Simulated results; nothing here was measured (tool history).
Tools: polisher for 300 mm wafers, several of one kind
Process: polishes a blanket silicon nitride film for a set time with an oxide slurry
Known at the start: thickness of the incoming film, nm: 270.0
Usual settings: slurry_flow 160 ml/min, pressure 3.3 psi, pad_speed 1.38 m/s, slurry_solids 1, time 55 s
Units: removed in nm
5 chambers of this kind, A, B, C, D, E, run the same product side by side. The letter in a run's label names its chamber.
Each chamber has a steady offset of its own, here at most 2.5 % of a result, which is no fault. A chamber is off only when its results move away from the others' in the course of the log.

run	day	slurry_flow	pressure	pad_speed	slurry_solids	time	removed
# day 0.083: chamber B: worn pad replaced by a new one
1C	0.304	160	3.3	1.38	1	55	36.836
# day 0.400: chamber C: conditioning disc replaced and pad reconditioned
# day 0.567: chamber E: worn pad replaced by a new one
2D	0.683	160	3.3	1.38	1	55	36.263
3B	1.125	160	3.3	1.38	1	55	38.003
4E	1.558	160	3.3	1.38	1	55	36.958
5A	1.896	160	3.3	1.38	1	55	37.172
# day 1.908: chamber E: slurry nozzle cleaned
# day 2.008: chamber C: worn pad replaced by a new one
6A	2.325	160	3.3	1.38	1	55	37.553
7D	2.746	160	3.3	1.38	1	55	36.441
# day 2.750: chamber B: worn pad replaced by a new one
8B	3.067	160	3.3	1.38	1	55	37.233
# day 3.138: chamber A: worn pad replaced by a new one
# day 3.212: chamber B: slurry blender recalibrated
9E	3.508	160	3.8	1.38	1	55	43.006
10C	3.879	160	3.8	1.38	1	55	43.119
# day 4.025: chamber D: worn pad replaced by a new one
# day 4.038: chamber D: slurry nozzle cleaned
# day 4.138: chamber C: slurry blender recalibrated
11A	4.154	160	3.8	1.38	1	55	43.066
# day 4.196: chamber E: worn pad replaced by a new one
# day 4.325: chamber C: slurry nozzle cleaned
12B	4.367	160	3.8	1.38	1	55	43.306
13D	4.646	160	3.8	1.38	1	55	42.196
# day 5.062: chamber B: conditioning disc replaced and pad reconditioned
14C	5.088	160	3.3	1.38	1	55	37.714
# day 5.167: chamber E: slurry blender recalibrated
# day 5.300: chamber D: conditioning disc replaced and pad reconditioned
# day 5.429: chamber B: worn pad replaced by a new one
15E	5.488	160	3.3	1.38	1	55	37.301
# day 5.733: chamber C: worn pad replaced by a new one
16E	5.746	160	3.3	1.38	1	55	37.290
17C	5.971	160	3.3	1.38	1	55	36.821
18A	6.192	160	3.3	1.38	1	55	37.474
19D	6.600	160	3.3	1.38	1	55	35.827
20B	6.846	160	3.3	1.38	1	55	37.232
21A	7.054	160	3.3	1.38	1	55	37.183
# day 7.296: chamber A: worn pad replaced by a new one
22D	7.325	160	3.3	1.38	1	55	35.510
# day 7.733: chamber B: worn pad replaced by a new one
23B	7.754	160	3.3	1.38	1	55	36.986
# day 7.900: chamber E: conditioning disc replaced and pad reconditioned
24C	8.179	160	3.3	1.38	1	55	37.697
# day 8.400: chamber E: worn pad replaced by a new one
25E	8.525	160	3.3	1.38	1	55	36.875
# day 8.550: chamber A: slurry blender recalibrated
# day 8.704: chamber D: worn pad replaced by a new one
26D	8.796	160	3.3	1.14	1	55	30.240
27B	9.083	160	3.3	1.14	1	55	31.524
28A	9.492	160	3.3	1.14	1	55	32.007
# day 9.638: chamber C: worn pad replaced by a new one
29C	9.875	160	3.3	1.14	1	55	32.098
# day 10.188: chamber A: head pressure recalibrated
# day 10.283: chamber B: worn pad replaced by a new one
30E	10.300	160	3.3	1.14	1	55	32.105
31E	10.604	160	3.3	1.38	1	55	37.344
32D	10.983	160	3.3	1.38	1	55	34.402
33B	11.412	160	2.3	1.38	1	71	33.680
34A	11.683	160	2.3	1.38	1	71	33.341
# day 12.033: chamber A: conditioning disc replaced and pad reconditioned
35C	12.108	160	2.3	1.38	1	71	33.534
36E	12.312	160	2.3	1.38	1	71	33.670
# day 12.354: chamber A: worn pad replaced by a new one
37A	12.529	160	2.3	1.38	1	71	33.353
38B	12.746	160	3.3	1.38	1	55	37.511
# day 12.775: chamber C: worn pad replaced by a new one
39C	13.104	160	3.3	1.38	1	55	37.772
40D	13.458	160	2.5	1.38	1	55	25.987

All 5 chambers run these settings next. Forecast each chamber's results:
41A	13.775	160	3.3	1.38	1	55	?
41B	13.775	160	3.3	1.38	1	55	?
41C	13.775	160	3.3	1.38	1	55	?
41D	13.775	160	3.3	1.38	1	55	?
41E	13.775	160	3.3	1.38	1	55	?

run	removed
41A	37.426
41B	37.799
41C	37.325
41D	33.963
41E	37.285

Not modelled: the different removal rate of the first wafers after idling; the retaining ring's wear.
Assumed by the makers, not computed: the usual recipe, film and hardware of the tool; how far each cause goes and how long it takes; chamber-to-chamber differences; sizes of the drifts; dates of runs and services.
